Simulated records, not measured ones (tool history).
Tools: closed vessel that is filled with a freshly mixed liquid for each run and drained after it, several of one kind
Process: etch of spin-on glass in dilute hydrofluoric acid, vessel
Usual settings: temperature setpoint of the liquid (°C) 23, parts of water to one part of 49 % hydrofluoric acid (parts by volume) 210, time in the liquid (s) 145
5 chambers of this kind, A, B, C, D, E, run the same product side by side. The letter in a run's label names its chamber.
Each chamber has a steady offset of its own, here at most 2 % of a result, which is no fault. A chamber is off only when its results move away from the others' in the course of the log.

run   hour  temperature setpoint of the liquid (°C)  parts of water to one part of 49 % hydrofluoric acid (parts by volume)  time in the liquid (s)  read-back film thickness of the spin-on glass reference wafer, read on the same gauge (nm)  thickness taken off the spin-on glass on a monitor wafer (angstrom)
       0.9  -- chamber D: thermometer replaced
 1B    5.8                                       23                                                                     210                     145                                                                                      29.972                                                               172.28
 2A   10.5                                       23                                                                     210                     145                                                                                      30.024                                                               177.58
 3D   16.2                                       23                                                                     210                     145                                                                                      29.987                                                               174.61
 4C   21.6                                       23                                                                     210                     145                                                                                      30.045                                                               173.39
 5E   27.5                                       23                                                                     210                     145                                                                                      30.015                                                                168.9
 6B   30.9                                       23                                                                     210                     145                                                                                          30                                                               170.61
 7C   34.7                                     19.5                                                                     210                     110                                                                                       30.05                                                                  117
 8E   39.6                                     19.5                                                                     210                     110                                                                                      29.981                                                               113.79
 9A   44.7                                     19.5                                                                     210                     110                                                                                       30.02                                                               116.14
10D   50.3                                     19.5                                                                     210                     110                                                                                      30.025                                                               116.38
11C   53.9                                     19.5                                                                     210                     110                                                                                      30.011                                                               114.74
12A   57.3                                       23                                                                     210                     145                                                                                      29.998                                                               174.69
13B   61.6                                       23                                                                     210                     145                                                                                      29.998                                                               170.61
14E   65.1                                       23                                                                     210                     145                                                                                      30.028                                                                172.2
15D   69.1                                       23                                                                     210                     145                                                                                      30.045                                                               174.53
16C   74.8                                       23                                                                     210                     145                                                                                      30.027                                                               175.62
17B   79.7                                       23                                                                     120                     145                                                                                      30.006                                                               330.24
18E   84.6                                       23                                                                     120                     145                                                                                      29.977                                                                326.9
19D     88                                       23                                                                     120                     145                                                                                      30.014                                                               339.59
20A   91.1                                       23                                                                     120                     145                                                                                      29.993                                                               328.79
21E   97.1                                       23                                                                     120                     145                                                                                      30.025                                                               322.61
22C  100.3                                       23                                                                     210                     145                                                                                      29.944                                                               173.66
23A  103.4                                       23                                                                     210                     145                                                                                      29.993                                                               169.26
24B    108                                       23                                                                     210                     145                                                                                      29.992                                                               170.95
25D  110.9                                       23                                                                     210                     145                                                                                      29.955                                                               176.87
26C  114.6                                       23                                                                     210                     145                                                                                      30.016                                                               173.92
27D  117.8                                     25.5                                                                     165                     145                                                                                       29.98                                                               251.33
28B  122.3                                     25.5                                                                     165                     145                                                                                      30.005                                                               248.56
29A  125.4                                     25.5                                                                     165                     145                                                                                      30.018                                                                246.9
30E    130                                     25.5                                                                     165                     145                                                                                      29.995                                                               249.45
31D  133.5                                     25.5                                                                     165                     145                                                                                      30.028                                                               255.28
32A  136.4                                       23                                                                     210                     145                                                                                      30.037                                                               167.35
33B  139.1                                       23                                                                     210                     145                                                                                      29.991                                                               173.53
34C  143.6                                       23                                                                     210                     145                                                                                       29.99                                                               175.17
35E    149                                     18.5                                                                     210                     145                                                                                      29.983                                                               144.35
36C  152.6                                     18.5                                                                     210                     145                                                                                      30.045                                                               147.89

What goes on in this fleet: one chamber off, a drifting gauge, or nothing beyond the chambers' own small offsets? Name the chamber and the cause, if any.

Chamber A drifts away from the others.
Cause: hydrofluoric acid flow below the setpoint (%) = 5.03.
The log may not tell that from: liquid colder than its thermometer reads (K).

Here are 4 candidates for chamber A's next run, each the usual settings with a change, their results left as question marks. Which one brings its results back in line with what the others give on the usual settings?
In line means no further than this from the other chambers' mean on the usual settings: thickness taken off the spin-on glass on a monitor wafer (angstrom) 4.6
37A-1   157                                       24                                                                     210                     145                                                                                                                                                                ?
37A-2   157                                       23                                                                     200                     150                                                                                                                                                                ?
37A-3   157                                       23                                                                     210                     140                                                                                                                                                                ?
37A-4   157                                       23                                                                     220                     140                                                                                                                                                                ?

The other chambers' mean on the usual settings: thickness taken off the spin-on glass on a monitor wafer (angstrom) 172.89
  run  thickness taken off the spin-on glass on a monitor wafer (angstrom)
37A-1                                                               172.57
37A-2                                                               182.59
37A-3                                                               160.69
37A-4                                                               151.87
37A-1 brings the chamber back in line.

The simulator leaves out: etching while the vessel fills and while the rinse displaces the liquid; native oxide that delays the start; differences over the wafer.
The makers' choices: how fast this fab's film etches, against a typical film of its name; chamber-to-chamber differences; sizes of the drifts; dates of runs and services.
